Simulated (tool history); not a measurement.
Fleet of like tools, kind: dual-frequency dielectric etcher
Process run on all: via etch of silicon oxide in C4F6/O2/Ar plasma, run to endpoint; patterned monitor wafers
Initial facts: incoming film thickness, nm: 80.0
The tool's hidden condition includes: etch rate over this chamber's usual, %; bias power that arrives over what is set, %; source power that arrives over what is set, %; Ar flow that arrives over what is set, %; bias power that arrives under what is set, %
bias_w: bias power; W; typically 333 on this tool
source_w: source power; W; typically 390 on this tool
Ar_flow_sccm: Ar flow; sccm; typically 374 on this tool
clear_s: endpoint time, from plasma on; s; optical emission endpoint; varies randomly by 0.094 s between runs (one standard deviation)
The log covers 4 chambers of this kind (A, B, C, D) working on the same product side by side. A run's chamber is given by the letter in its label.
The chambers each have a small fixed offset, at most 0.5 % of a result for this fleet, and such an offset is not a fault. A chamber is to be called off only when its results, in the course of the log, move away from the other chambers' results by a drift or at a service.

run   hour  bias_w  source_w  Ar_flow_sccm  hours since the last wet clean  hours since the last bias power generator calibration  hours since the last source power generator calibration  hours since the last Ar flow controller change  clear_s
 1A    7.5     333       390           374                           461.7                                                   1819                                                    822.5                                          1273.1    21.09
 2C     15     333       390           374                           196.6                                                 3263.9                                                   2363.6                                          1420.5   21.229
 3D   21.9     333       390           374                             684                                                  515.1                                                   1935.3                                             736   21.199
      26.4  -- chamber D: wet clean of the chamber
 4B   30.2     333       390           374                           150.3                                                  880.5                                                   1272.4                                          2094.2   21.081
 5A   41.1     359       390           291                           495.3                                                 1852.6                                                    856.1                                          1306.7   19.965
 6B   49.7     359       390           291                           169.8                                                    900                                                   1291.9                                          2113.7   19.859
      57.7  -- chamber C: source power generator calibrated
 7C   59.5     359       390           291                           241.1                                                 3308.4                                                      1.8                                            1465   19.839
 8D   70.4     359       390           291                            44.1                                                  563.6                                                   1983.8                                           784.5   20.056
 9C   77.7     333       390           374                           259.3                                                 3326.6                                                       20                                          1483.2    21.17
10D   85.1     333       390           374                            58.8                                                  578.3                                                   1998.5                                           799.2   21.066
      85.3  -- chamber A: wet clean of the chamber
11A   92.2     333       390           374                               7                                                 1903.7                                                    907.2                                          1357.8   21.056
12B   99.7     333       390           374                           219.8                                                    950                                                   1341.9                                          2163.7   21.176
13B  108.5     333       390           374                           228.6                                                  958.8                                                   1350.7                                          2172.5    21.05
14C    114     333       320           374                           295.6                                                 3362.9                                                     56.3                                          1519.5   22.857
15A  122.5     333       320           374                            37.3                                                   1934                                                    937.5                                          1388.1    22.69
16D  132.9     333       320           374                           106.6                                                  626.1                                                   2046.3                                             847   22.704
17C  137.6     333       320           374                           319.2                                                 3386.5                                                     79.9                                          1543.1   22.702
18D  145.8     333       390           374                           119.5                                                    639                                                   2059.2                                           859.9   21.085
19A  152.1     333       390           374                            66.9                                                 1963.6                                                    967.1                                          1417.7   20.998
20B  158.7     333       390           374                           278.8                                                   1009                                                   1400.9                                          2222.7   21.227
21B  163.8     333       390           374                           283.9                                                 1014.1                                                     1406                                          2227.8   21.174
22D    173     333       390           374                           146.7                                                  666.2                                                   2086.4                                           887.1   21.053
23C  177.9     256       420           374                           359.5                                                 3426.8                                                    120.2                                          1583.4   22.316
24A  186.4     256       420           374                           101.2                                                 1997.9                                                   1001.4                                            1452    22.55
       195  -- chamber B: Ar flow controller replaced
25D  197.4     256       420           374                           171.1                                                  690.6                                                   2110.8                                           911.5   22.557
26C  205.4     256       420           374                             387                                                 3454.3                                                    147.7                                          1610.9   22.648
27A  215.4     333       390           374                           130.2                                                 2026.9                                                   1030.4                                            1481   21.193
28B  224.8     333       390           374                           344.9                                                 1075.1                                                     1467                                            29.8   21.146
29C  232.9     333       390           374                           414.5                                                 3481.8                                                    175.2                                          1638.4   21.036
30A  242.7     333       390           374                           157.5                                                 2054.2                                                   1057.7                                          1508.3   21.207
31D  250.7     333       390           374                           224.4                                                  743.9                                                   2164.1                                           964.8   21.095
32B  260.4     333       390           374                           380.5                                                 1110.7                                                   1502.6                                            65.4    21.13
33A  269.9     333       390           374                           184.7                                                 2081.4                                                   1084.9                                          1535.5   21.124
     276.8  -- chamber B: wet clean of the chamber
34B  279.4     333       390           374                             2.7                                                 1129.7                                                   1521.6                                            84.4   21.078
35D  290.2     333       390           374                           263.9                                                  783.4                                                   2203.6                                          1004.3   21.305
36C  297.2     333       390           374                           478.8                                                 3546.1                                                    239.5                                          1702.7   21.144
     300.9  -- chamber C: wet clean of the chamber
     301.1  -- chamber C: bias power generator calibrated
37B  305.3     333       390           374                            28.6                                                 1155.6                                                   1547.5                                           110.3   21.151
38C  316.3     333       390           374                            15.5                                                   15.2                                                    258.6                                          1721.8   21.192

What goes on in this fleet: one chamber off, a drifting gauge, or nothing beyond the chambers' own small offsets? Name the chamber and the cause, if any.

All chambers stay in line apart from their small fixed offsets, and the gauge does not drift.
